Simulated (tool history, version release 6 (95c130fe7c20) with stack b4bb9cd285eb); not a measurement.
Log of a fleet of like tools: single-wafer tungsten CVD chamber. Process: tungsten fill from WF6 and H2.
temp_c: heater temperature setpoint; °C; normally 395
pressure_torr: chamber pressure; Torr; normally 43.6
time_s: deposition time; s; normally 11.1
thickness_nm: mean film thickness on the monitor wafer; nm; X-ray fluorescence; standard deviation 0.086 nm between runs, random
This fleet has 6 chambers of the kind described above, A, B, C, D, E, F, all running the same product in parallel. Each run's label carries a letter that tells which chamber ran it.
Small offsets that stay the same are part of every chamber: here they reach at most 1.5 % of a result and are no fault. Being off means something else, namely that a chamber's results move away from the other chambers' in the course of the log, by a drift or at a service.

| run | hour | temp_c | pressure_torr | time_s | read-back reference wafer on the same gauge, thickness_nm | thickness_nm |
|---|---|---|---|---|---|---|
| 1F | 10.8 | 395 | 43.6 | 11.1 | 29.502 | 35.282 |
|  | 12.5 | chamber D: thermocouple changed; heater temperature recalibrated |
| 2D | 18.8 | 395 | 43.6 | 11.1 | 29.516 | 34.425 |
| 3B | 29.4 | 395 | 43.6 | 11.1 | 29.492 | 35.184 |
|  | 36.9 | chamber A: thermocouple changed; heater temperature recalibrated |
| 4A | 37.5 | 395 | 43.6 | 11.1 | 29.496 | 35.005 |
| 5E | 46.2 | 395 | 43.6 | 11.1 | 29.502 | 34.991 |
| 6C | 52.2 | 395 | 43.6 | 11.1 | 29.49 | 34.848 |
| 7F | 58.7 | 395 | 43.6 | 11.1 | 29.485 | 35.372 |
| 8D | 67.8 | 395 | 43.6 | 11.1 | 29.488 | 34.324 |
| 9A | 77.8 | 395 | 43.6 | 11.1 | 29.493 | 35.032 |
| 10C | 88.2 | 395 | 43.6 | 11.1 | 29.515 | 35.057 |
| 11B | 97.6 | 395 | 43.6 | 11.1 | 29.486 | 35.123 |
| 12E | 102.4 | 395 | 43.6 | 11.1 | 29.517 | 34.978 |
| 13C | 107.2 | 395 | 43.6 | 11.1 | 29.506 | 35.116 |
| 14A | 115.4 | 395 | 43.6 | 11.1 | 29.49 | 34.964 |
| 15F | 122.4 | 395 | 43.6 | 11.1 | 29.499 | 35.395 |
| 16B | 130.6 | 395 | 43.6 | 11.1 | 29.492 | 35.042 |
| 17D | 138.8 | 403 | 43.6 | 10.3 | 29.502 | 37 |
| 18E | 146.6 | 403 | 43.6 | 10.3 | 29.5 | 37.21 |
| 19F | 156.9 | 403 | 43.6 | 10.3 | 29.513 | 37.963 |
| 20E | 164.2 | 403 | 43.6 | 10.3 | 29.506 | 37.196 |
| 21C | 170.9 | 403 | 43.6 | 10.3 | 29.484 | 37.556 |
| 22A | 176.8 | 403 | 43.6 | 10.3 | 29.502 | 37.523 |
| 23B | 187.3 | 395 | 43.6 | 11.1 | 29.493 | 35.051 |
| 24D | 198.2 | 395 | 43.6 | 11.1 | 29.499 | 34.332 |
| 25B | 203 | 395 | 37.7 | 11.1 | 29.506 | 32.664 |
| 26A | 210.1 | 395 | 37.7 | 11.1 | 29.499 | 32.781 |
| 27C | 221.1 | 395 | 37.7 | 11.1 | 29.487 | 32.637 |
| 28E | 231.8 | 395 | 37.7 | 11.1 | 29.512 | 32.525 |
| 29D | 237.4 | 395 | 37.7 | 11.1 | 29.502 | 32.222 |
|  | 244 | chamber F: thermocouple changed; heater temperature recalibrated |
| 30F | 244.3 | 395 | 37.7 | 11.1 | 29.513 | 33.102 |
| 31B | 252.3 | 395 | 43.6 | 11.1 | 29.5 | 34.971 |
| 32D | 259.6 | 404 | 33.8 | 11.1 | 29.497 | 36.062 |
| 33F | 270.3 | 404 | 33.8 | 11.1 | 29.494 | 36.983 |
| 34A | 279 | 404 | 33.8 | 11.1 | 29.507 | 36.602 |
|  | 281.3 | chamber C: capacitance manometer re-zeroed and calibrated |
| 35C | 289 | 404 | 33.8 | 11.1 | 29.49 | 36.524 |
| 36E | 299.9 | 404 | 33.8 | 11.1 | 29.509 | 36.15 |
| 37A | 309 | 404 | 33.8 | 11.1 | 29.515 | 36.658 |
| 38E | 315.6 | 395 | 43.6 | 11.1 | 29.483 | 34.851 |

Next, all 6 chambers run the settings below, one line each with question marks for the results. What does each chamber give?
| 39A | 323.6 | 407 | 43.6 | 11.1 |  | ? |
| 39B | 323.6 | 407 | 43.6 | 11.1 |  | ? |
| 39C | 323.6 | 407 | 43.6 | 11.1 |  | ? |
| 39D | 323.6 | 407 | 43.6 | 11.1 |  | ? |
| 39E | 323.6 | 407 | 43.6 | 11.1 |  | ? |
| 39F | 323.6 | 407 | 43.6 | 11.1 |  | ? |

| run | thickness_nm |
|---|---|
| 39A | 43.519 |
| 39B | 43.694 |
| 39C | 43.24 |
| 39D | 42.64 |
| 39E | 43.152 |
| 39F | 43.741 |

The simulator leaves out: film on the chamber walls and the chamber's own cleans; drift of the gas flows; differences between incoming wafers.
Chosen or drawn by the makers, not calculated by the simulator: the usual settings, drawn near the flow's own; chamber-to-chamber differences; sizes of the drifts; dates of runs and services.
